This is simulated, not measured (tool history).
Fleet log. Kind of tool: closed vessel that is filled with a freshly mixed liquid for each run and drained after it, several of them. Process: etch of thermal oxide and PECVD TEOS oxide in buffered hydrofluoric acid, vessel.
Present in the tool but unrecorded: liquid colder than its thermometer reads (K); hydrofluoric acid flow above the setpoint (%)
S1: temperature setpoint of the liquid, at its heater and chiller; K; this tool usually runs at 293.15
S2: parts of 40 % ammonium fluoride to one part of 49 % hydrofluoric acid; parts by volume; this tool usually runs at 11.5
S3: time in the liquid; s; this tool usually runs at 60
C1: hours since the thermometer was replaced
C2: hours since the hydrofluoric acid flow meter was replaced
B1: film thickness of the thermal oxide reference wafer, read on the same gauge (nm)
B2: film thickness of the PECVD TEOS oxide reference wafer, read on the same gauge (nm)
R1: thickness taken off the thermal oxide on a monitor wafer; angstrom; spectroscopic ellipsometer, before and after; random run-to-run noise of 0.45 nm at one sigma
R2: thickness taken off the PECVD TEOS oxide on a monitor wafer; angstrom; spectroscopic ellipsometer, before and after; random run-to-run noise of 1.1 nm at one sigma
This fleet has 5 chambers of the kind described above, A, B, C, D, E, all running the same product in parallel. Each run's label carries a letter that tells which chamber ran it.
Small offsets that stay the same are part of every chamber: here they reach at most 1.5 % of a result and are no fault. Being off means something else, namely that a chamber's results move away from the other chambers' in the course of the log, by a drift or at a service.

run   hour      S1    S2  S3      C1      C2      B1      B2      R1      R2
 1E   12.8  293.15  11.5  60   895.4  1508.5  30.004  129.98  466.53  1596.6
 2C   23.3  293.15  11.5  60   566.8   680.2  29.998  130.01  460.10  1604.9
      24.4  -- chamber E: hydrofluoric acid flow meter replaced
 3B   33.5  293.15  11.5  60   445.3   315.9  30.000  129.99  455.74  1610.3
 4D   39.9  293.15  11.5  60   275.9   872.0  30.006  130.00  473.87  1602.2
 5A   47.5  293.15  11.5  60   622.9  2021.0  30.012  130.02  459.74  1623.8
 6E   56.3  293.15   8.0  60   938.9    31.9  30.000  129.99  628.43  2207.9
 7A   66.6  293.15   8.0  60   642.0  2040.1  30.000  130.00  646.10  2270.6
 8C   76.2  293.15   8.0  60   619.7   733.1  30.000  130.00  637.73  2216.9
 9B   86.3  293.15   8.0  60   498.1   368.7  29.993  129.99  653.33  2220.2
10D   96.7  293.15   8.0  60   332.7   928.8  29.999  129.98  642.88  2243.0
11C  104.7  293.15  11.5  60   648.2   761.6  30.000  130.00  461.46  1605.8
12B  114.0  293.15  11.5  80   525.8   396.4  30.011  130.01  616.28  2152.1
13A  127.7  293.15  11.5  80   703.1  2101.2  30.005  130.00  630.46  2144.1
14E  139.6  293.15  11.5  80  1022.2   115.2  30.027  129.99  602.31  2115.7
15D  147.6  293.15  11.5  80   383.6   979.7  30.003  130.03  631.07  2124.5
16C  157.3  293.15  11.5  80   700.8   814.2  30.021  129.99  613.17  2145.1
17B  170.7  293.15  11.5  60   582.5   453.1  29.993  130.00  461.71  1594.6
18E  178.5  293.15  11.5  60  1061.1   154.1  30.013  130.00  461.43  1574.4
19D  192.4  293.15  11.5  60   428.4  1024.5  30.012  130.02  472.11  1605.5
20A  203.3  293.15  11.5  60   778.7  2176.8  29.999  130.01  465.81  1622.1
21E  213.5  293.15  11.5  60  1096.1   189.1  29.976  130.01  457.36  1588.6
22C  222.7  293.15  11.5  60   766.2   879.6  29.995  130.01  462.21  1614.2
23A  234.9  293.15  11.5  60   810.3  2208.4  29.998  129.98  461.61  1622.9
24B  245.7  293.15  11.5  85   657.5   528.1  29.993  129.99  653.22  2268.4
25D  254.6  293.15  11.5  85   490.6  1086.7  29.989  130.00  666.29  2247.8
26A  265.9  293.15  11.5  85   841.3  2239.4  30.006  130.00  653.25  2254.6
     275.8  -- chamber A: hydrofluoric acid flow meter replaced
27D  276.4  293.15  11.5  85   512.4  1108.5  29.988  129.98  665.02  2273.9
28E  284.5  293.15  11.5  85  1167.1   260.1  29.989  130.00  659.99  2258.4
29B  296.7  291.65  11.5  60   708.5   579.1  30.005  130.00  421.82  1476.5
30C  308.1  291.65  11.5  60   851.6   965.0  30.023  130.01  429.79  1475.9
31A  320.3  291.65  11.5  60   895.7    44.5  30.013  130.02  416.24  1465.8
32C  328.6  291.65  11.5  60   872.1   985.5  30.018  129.99  422.90  1473.1
33D  341.7  291.65  11.5  60   577.7  1173.8  30.003  130.00  424.95  1484.7
34E  354.9  293.15  11.5  60  1237.5   330.5  30.005  130.00  467.82  1597.4
35B  368.6  293.15  11.5  60   780.4   651.0  30.013  129.99  455.97  1596.6
36E  379.4  293.15  11.5  60  1262.0   355.0  30.003  130.00  464.35  1592.6
37A  388.4  293.15  11.5  60   963.8   112.6  30.004  130.00  469.72  1600.4
38D  399.7  293.15  11.5  60   635.7  1231.8  30.020  129.98  466.27  1606.1
39B  412.8  293.15  11.5  60   824.6   695.2  30.000  130.01  465.19  1603.8
40C  422.7  293.15  11.5  60   966.2  1079.6  29.978  129.99  466.87  1617.5

For the next run the whole fleet of 5 chambers uses the same settings. Give each chamber's results:
41A  432.8  293.15  7.5  60                   ?   ?
41B  432.8  293.15  7.5  60                   ?   ?
41C  432.8  293.15  7.5  60                   ?   ?
41D  432.8  293.15  7.5  60                   ?   ?
41E  432.8  293.15  7.5  60                   ?   ?

run      R1      R2
41A  693.51  2396.9
41B  686.52  2380.0
41C  692.03  2368.4
41D  706.24  2422.8
41E  681.10  2346.3
